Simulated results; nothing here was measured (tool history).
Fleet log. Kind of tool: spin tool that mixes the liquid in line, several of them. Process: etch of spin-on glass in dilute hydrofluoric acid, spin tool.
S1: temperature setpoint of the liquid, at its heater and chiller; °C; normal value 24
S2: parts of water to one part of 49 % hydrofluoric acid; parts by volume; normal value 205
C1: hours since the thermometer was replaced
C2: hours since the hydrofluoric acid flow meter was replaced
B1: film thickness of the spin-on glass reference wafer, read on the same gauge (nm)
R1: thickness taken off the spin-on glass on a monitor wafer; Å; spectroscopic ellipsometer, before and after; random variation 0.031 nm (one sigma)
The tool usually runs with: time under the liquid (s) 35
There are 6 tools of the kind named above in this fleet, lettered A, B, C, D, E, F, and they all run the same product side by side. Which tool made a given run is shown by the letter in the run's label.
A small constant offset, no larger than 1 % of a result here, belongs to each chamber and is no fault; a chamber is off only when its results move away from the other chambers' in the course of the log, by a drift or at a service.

{"run": "1C", "day": 0.212, "S1": 24, "S2": 205, "time under the liquid (s)": 35, "C1": 531.3, "C2": 859.3, "B1": 139.95, "R1": 43.396}
{"run": "2D", "day": 0.367, "S1": 24, "S2": 205, "time under the liquid (s)": 35, "C1": 1062.4, "C2": 391.3, "B1": 140.0, "R1": 43.417}
{"run": "3B", "day": 0.612, "S1": 24, "S2": 205, "time under the liquid (s)": 35, "C1": 1828.9, "C2": 209.3, "B1": 140.01, "R1": 43.174}
{"run": "4A", "day": 0.854, "S1": 24, "S2": 205, "time under the liquid (s)": 35, "C1": 896.9, "C2": 1371.1, "B1": 140.05, "R1": 42.895}
{"run": "5F", "day": 1.05, "S1": 24, "S2": 205, "time under the liquid (s)": 35, "C1": 711.9, "C2": 321.9, "B1": 140.04, "R1": 42.647}
{"run": "6E", "day": 1.271, "S1": 24, "S2": 205, "time under the liquid (s)": 35, "C1": 689.9, "C2": 287.8, "B1": 140.03, "R1": 42.558}
{"run": "7E", "day": 1.412, "S1": 24, "S2": 175, "time under the liquid (s)": 35, "C1": 693.3, "C2": 291.2, "B1": 139.98, "R1": 51.9}
{"run": "8D", "day": 1.65, "S1": 24, "S2": 175, "time under the liquid (s)": 35, "C1": 1093.2, "C2": 422.1, "B1": 140.02, "R1": 52.527}
{"run": "9F", "day": 1.829, "S1": 24, "S2": 175, "time under the liquid (s)": 35, "C1": 730.6, "C2": 340.6, "B1": 139.99, "R1": 51.301}
{"run": "10B", "day": 2.079, "S1": 24, "S2": 175, "time under the liquid (s)": 35, "C1": 1864.1, "C2": 244.5, "B1": 139.99, "R1": 52.109}
{"run": "11C", "day": 2.3, "S1": 24, "S2": 175, "time under the liquid (s)": 35, "C1": 581.4, "C2": 909.4, "B1": 140.0, "R1": 51.534}
{"run": "12A", "day": 2.5, "S1": 24, "S2": 175, "time under the liquid (s)": 35, "C1": 936.4, "C2": 1410.6, "B1": 140.01, "R1": 51.318}
{"run": "13B", "day": 2.638, "S1": 24, "S2": 205, "time under the liquid (s)": 35, "C1": 1877.5, "C2": 257.9, "B1": 140.02, "R1": 42.945}
{"run": "14A", "day": 2.779, "S1": 24, "S2": 205, "time under the liquid (s)": 35, "C1": 943.1, "C2": 1417.3, "B1": 140.02, "R1": 41.877}
{"run": "15F", "day": 2.921, "S1": 24, "S2": 205, "time under the liquid (s)": 35, "C1": 756.8, "C2": 366.8, "B1": 140.0, "R1": 42.558}
{"run": "16C", "day": 3.046, "S1": 24, "S2": 205, "time under the liquid (s)": 35, "C1": 599.3, "C2": 927.3, "B1": 140.08, "R1": 42.855}
{"run": "17D", "day": 3.158, "S1": 24, "S2": 205, "time under the liquid (s)": 15, "C1": 1129.4, "C2": 458.3, "B1": 139.99, "R1": 18.582}
{"run": "18E", "day": 3.383, "S1": 24, "S2": 205, "time under the liquid (s)": 15, "C1": 740.6, "C2": 338.5, "B1": 140.01, "R1": 18.204}
{"run": "19F", "day": 3.621, "S1": 24, "S2": 205, "time under the liquid (s)": 15, "C1": 773.6, "C2": 383.6, "B1": 139.95, "R1": 18.171}
{"run": "20D", "day": 3.8, "S1": 24, "S2": 205, "time under the liquid (s)": 15, "C1": 1144.8, "C2": 473.7, "B1": 139.98, "R1": 18.573}
{"run": "21B", "day": 4.021, "S1": 24, "S2": 205, "time under the liquid (s)": 15, "C1": 1910.7, "C2": 291.1, "B1": 140.03, "R1": 18.253}
{"run": "22A", "day": 4.15, "S1": 24, "S2": 205, "time under the liquid (s)": 15, "C1": 976.0, "C2": 1450.2, "B1": 139.99, "R1": 17.985}
{"run": "23E", "day": 4.371, "S1": 24, "S2": 205, "time under the liquid (s)": 35, "C1": 764.3, "C2": 362.2, "B1": 140.0, "R1": 42.578}
{"run": "24C", "day": 4.529, "S1": 24, "S2": 205, "time under the liquid (s)": 35, "C1": 634.9, "C2": 962.9, "B1": 140.04, "R1": 42.946}
{"run": "25F", "day": 4.675, "S1": 24, "S2": 205, "time under the liquid (s)": 35, "C1": 798.9, "C2": 408.9, "B1": 139.98, "R1": 42.909}
{"run": "26B", "day": 4.833, "S1": 24, "S2": 205, "time under the liquid (s)": 35, "C1": 1930.2, "C2": 310.6, "B1": 140.0, "R1": 43.204}
{"run": "27C", "day": 4.946, "S1": 24, "S2": 205, "time under the liquid (s)": 35, "C1": 644.9, "C2": 972.9, "B1": 140.01, "R1": 42.528}
{"run": "28E", "day": 5.1, "S1": 24, "S2": 205, "time under the liquid (s)": 35, "C1": 781.8, "C2": 379.7, "B1": 139.94, "R1": 43.11}
{"run": "29A", "day": 5.3, "S1": 24, "S2": 205, "time under the liquid (s)": 35, "C1": 1003.6, "C2": 1477.8, "B1": 139.96, "R1": 41.342}
{"run": "30D", "day": 5.492, "S1": 24, "S2": 205, "time under the liquid (s)": 35, "C1": 1185.4, "C2": 514.3, "B1": 140.0, "R1": 43.021}
{"run": "31B", "day": 5.712, "S1": 24, "S2": 205, "time under the liquid (s)": 35, "C1": 1951.3, "C2": 331.7, "B1": 140.01, "R1": 43.059}
{"run": "32D", "day": 5.938, "S1": 24, "S2": 205, "time under the liquid (s)": 35, "C1": 1196.1, "C2": 525.0, "B1": 139.96, "R1": 43.153}
{"run": "33C", "day": 6.096, "S1": 24, "S2": 120, "time under the liquid (s)": 45, "C1": 672.5, "C2": 1000.5, "B1": 139.99, "R1": 101.72}
{"run": "34A", "day": 6.317, "S1": 24, "S2": 120, "time under the liquid (s)": 45, "C1": 1028.0, "C2": 1502.2, "B1": 139.99, "R1": 97.536}
{"run": "35E", "day": 6.429, "S1": 24, "S2": 120, "time under the liquid (s)": 45, "C1": 813.7, "C2": 411.6, "B1": 140.0, "R1": 103.26}
{"run": "36F", "day": 6.562, "S1": 24, "S2": 120, "time under the liquid (s)": 45, "C1": 844.2, "C2": 454.2, "B1": 140.02, "R1": 104.67}
{"run": "37D", "day": 6.7, "S1": 24, "S2": 120, "time under the liquid (s)": 45, "C1": 1214.4, "C2": 543.3, "B1": 140.01, "R1": 105.02}
{"run": "38C", "day": 6.888, "S1": 24, "S2": 120, "time under the liquid (s)": 45, "C1": 691.5, "C2": 1019.5, "B1": 140.02, "R1": 103.11}
{"run": "39F", "day": 7.1, "S1": 24, "S2": 205, "time under the liquid (s)": 35, "C1": 857.1, "C2": 467.1, "B1": 139.97, "R1": 42.583}
{"run": "40A", "day": 7.217, "S1": 24, "S2": 205, "time under the liquid (s)": 35, "C1": 1049.6, "C2": 1523.8, "B1": 139.98, "R1": 39.618}
{"run": "41E", "day": 7.325, "S1": 24, "S2": 205, "time under the liquid (s)": 35, "C1": 835.2, "C2": 433.1, "B1": 139.99, "R1": 43.381}
{"run": "42B", "day": 7.571, "S1": 24, "S2": 205, "time under the liquid (s)": 35, "C1": 1995.9, "C2": 376.3, "B1": 140.0, "R1": 42.752}

One chamber off, gauge drift, or nothing amiss beyond the chambers' own small offsets? If it is a chamber, which one, and what is the likeliest cause?

One chamber, A, drifts off from the rest bit by bit.
Cause: hydrofluoric acid flow below the setpoint (%) = 7.72.
The log may not tell that from: liquid colder than its thermometer reads (K).

Chamber A could run next with any of the 4 candidate recipes listed below; each alters the usual settings, and their results appear as question marks. Which one brings its results back in line with what the other chambers deliver on the usual settings?
A result is in line if it is within this distance of the other chambers' mean on the usual settings: R1 1.100 Å
{"run": "43A-1", "day": 7.75, "S1": 23.0, "S2": 205, "time under the liquid (s)": 35, "R1": "?"}
{"run": "43A-2", "day": 7.75, "S1": 24.0, "S2": 200, "time under the liquid (s)": 35, "R1": "?"}
{"run": "43A-3", "day": 7.75, "S1": 24.0, "S2": 190, "time under the liquid (s)": 35, "R1": "?"}
{"run": "43A-4", "day": 7.75, "S1": 21.5, "S2": 205, "time under the liquid (s)": 35, "R1": "?"}

Average result of the remaining chambers running the usual settings: R1 42.860 Å
run=43A-1 R1=37.727
run=43A-2 R1=40.318
run=43A-3 R1=42.940
run=43A-4 R1=35.708
It is 43A-3 that realigns the chamber with its peers.

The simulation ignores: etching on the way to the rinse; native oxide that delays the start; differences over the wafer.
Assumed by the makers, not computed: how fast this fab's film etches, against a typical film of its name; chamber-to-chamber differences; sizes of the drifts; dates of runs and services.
